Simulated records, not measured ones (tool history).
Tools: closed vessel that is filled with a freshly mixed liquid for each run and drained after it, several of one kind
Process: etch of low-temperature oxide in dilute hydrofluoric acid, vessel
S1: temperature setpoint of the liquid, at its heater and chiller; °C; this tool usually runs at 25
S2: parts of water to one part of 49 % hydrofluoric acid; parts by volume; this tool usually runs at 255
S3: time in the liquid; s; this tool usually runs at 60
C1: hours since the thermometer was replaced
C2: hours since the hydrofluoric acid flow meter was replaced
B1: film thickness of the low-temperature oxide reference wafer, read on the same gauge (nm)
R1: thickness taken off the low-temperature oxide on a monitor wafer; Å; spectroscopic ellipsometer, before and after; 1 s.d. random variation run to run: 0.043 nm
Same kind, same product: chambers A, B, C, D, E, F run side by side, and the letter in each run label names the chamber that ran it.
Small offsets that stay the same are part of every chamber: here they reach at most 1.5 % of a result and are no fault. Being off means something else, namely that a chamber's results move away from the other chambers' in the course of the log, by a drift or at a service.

| run | hour | S1 | S2 | S3 | C1 | C2 | B1 | R1 |
|---|---|---|---|---|---|---|---|---|
| 1B | 3.3 | 25 | 255 | 60 | 725.5 | 734.4 | 40.01 | 49.448 |
| 2D | 8.2 | 25 | 255 | 60 | 2375.2 | 1056.1 | 39.989 | 49.306 |
| 3C | 13 | 25 | 255 | 60 | 1370.8 | 400.2 | 39.983 | 48.376 |
| 4F | 16.9 | 25 | 255 | 60 | 246.5 | 56.6 | 40.004 | 47.915 |
| 5E | 20.6 | 25 | 255 | 60 | 1584.3 | 818.9 | 40.018 | 49.11 |
| 6A | 24.3 | 25 | 255 | 60 | 307.4 | 535.6 | 39.997 | 49.03 |
| 7A | 29.3 | 25 | 255 | 60 | 312.4 | 540.6 | 39.998 | 49.929 |
| 8B | 34.9 | 25 | 255 | 60 | 757.1 | 766 | 39.986 | 49.204 |
| 9D | 37.8 | 25 | 300 | 30 | 2404.8 | 1085.7 | 40.011 | 20.018 |
| 10F | 41.1 | 25 | 300 | 30 | 270.7 | 80.8 | 39.99 | 19.73 |
| 11C | 44.1 | 25 | 300 | 30 | 1401.9 | 431.3 | 40.015 | 19.816 |
| 12E | 48.6 | 25 | 300 | 30 | 1612.3 | 846.9 | 39.992 | 19.574 |
| 13D | 54.3 | 25 | 300 | 30 | 2421.3 | 1102.2 | 40.013 | 19.785 |
| 14F | 58.4 | 25 | 300 | 30 | 288 | 98.1 | 40 | 19.758 |
| 15E | 61.6 | 25 | 255 | 60 | 1625.3 | 859.9 | 40.008 | 48.724 |
| 16C | 65.5 | 25 | 255 | 60 | 1423.3 | 452.7 | 39.99 | 48.519 |
| 17B | 68.1 | 25 | 255 | 60 | 790.3 | 799.2 | 39.998 | 48.972 |
| 18A | 70.7 | 25 | 255 | 60 | 353.8 | 582 | 39.981 | 48.982 |
| 19B | 73.7 | 25 | 340 | 60 | 795.9 | 804.8 | 39.989 | 33.791 |
| 20D | 79.2 | 25 | 340 | 60 | 2446.2 | 1127.1 | 40.015 | 32.42 |
| 21A | 84.9 | 25 | 340 | 60 | 368 | 596.2 | 40.003 | 33.73 |
| 22E | 88.3 | 25 | 340 | 60 | 1652 | 886.6 | 39.987 | 34.404 |
| 23C | 93.5 | 25 | 340 | 60 | 1451.3 | 480.7 | 40.013 | 33.712 |
| 24F | 97.3 | 25 | 340 | 60 | 326.9 | 137 | 40.007 | 33.176 |
| 25E | 102.7 | 25 | 255 | 60 | 1666.4 | 901 | 39.992 | 49.153 |
| 26A | 107.7 | 25 | 255 | 60 | 390.8 | 619 | 40.002 | 49.381 |
| 27D | 110.2 | 25 | 255 | 60 | 2477.2 | 1158.1 | 40.021 | 46.196 |
| 28C | 113.6 | 25 | 255 | 60 | 1471.4 | 500.8 | 39.992 | 49.392 |
| 29B | 116.4 | 25 | 255 | 60 | 838.6 | 847.5 | 40.005 | 49.605 |
| 30F | 119.1 | 25 | 255 | 60 | 348.7 | 158.8 | 39.982 | 47.746 |
| 31B | 122.8 | 25 | 255 | 60 | 845 | 853.9 | 40.004 | 48.677 |
| 32C | 127.4 | 25 | 255 | 60 | 1485.2 | 514.6 | 39.994 | 48.716 |
| 33D | 133 | 25 | 255 | 60 | 2500 | 1180.9 | 39.995 | 45.294 |
| 34E | 137.5 | 25 | 255 | 60 | 1701.2 | 935.8 | 40.016 | 48.778 |
|  | 140.5 | chamber D: thermometer replaced |
| 35A | 141.9 | 25 | 255 | 60 | 425 | 653.2 | 39.994 | 49.093 |
| 36F | 146.2 | 25 | 255 | 60 | 375.8 | 185.9 | 39.987 | 48.352 |
| 37C | 150.8 | 25 | 255 | 60 | 1508.6 | 538 | 39.99 | 48.495 |
| 38E | 155.1 | 25 | 255 | 60 | 1718.8 | 953.4 | 40.006 | 48.948 |
| 39F | 160.7 | 28.5 | 255 | 95 | 390.3 | 200.4 | 39.988 | 87.118 |
| 40D | 165.6 | 28.5 | 255 | 95 | 25.2 | 1213.5 | 40.001 | 79.292 |
| 41B | 171.5 | 28.5 | 255 | 95 | 893.7 | 902.6 | 40.002 | 87.588 |

One chamber off, gauge drift, or nothing amiss beyond the chambers' own small offsets? If it is a chamber, which one, and what is the likeliest cause?

Chamber D drifts away from the others.
Cause: hydrofluoric acid flow below the setpoint (%) = 9.07.

Chamber D could run next with any of the 4 candidate recipes listed below; each alters the usual settings, and their results appear as question marks. Which one brings its results back in line with what the other chambers deliver on the usual settings?
In-line tolerance around the mean of the other chambers on the usual settings: R1 1.5 Å
| 42D-1 | 175.6 | 24.5 | 255 | 55 |  |  |  | ? |
| 42D-2 | 175.6 | 25 | 265 | 60 |  |  |  | ? |
| 42D-3 | 175.6 | 25 | 235 | 60 |  |  |  | ? |
| 42D-4 | 175.6 | 26.5 | 255 | 60 |  |  |  | ? |

Other chambers, usual settings, mean: R1 48.953 Å
| run | R1 |
|---|---|
| 42D-1 | 39.377 |
| 42D-2 | 41.591 |
| 42D-3 | 48.533 |
| 42D-4 | 46.041 |
42D-3 brings the chamber back in line.
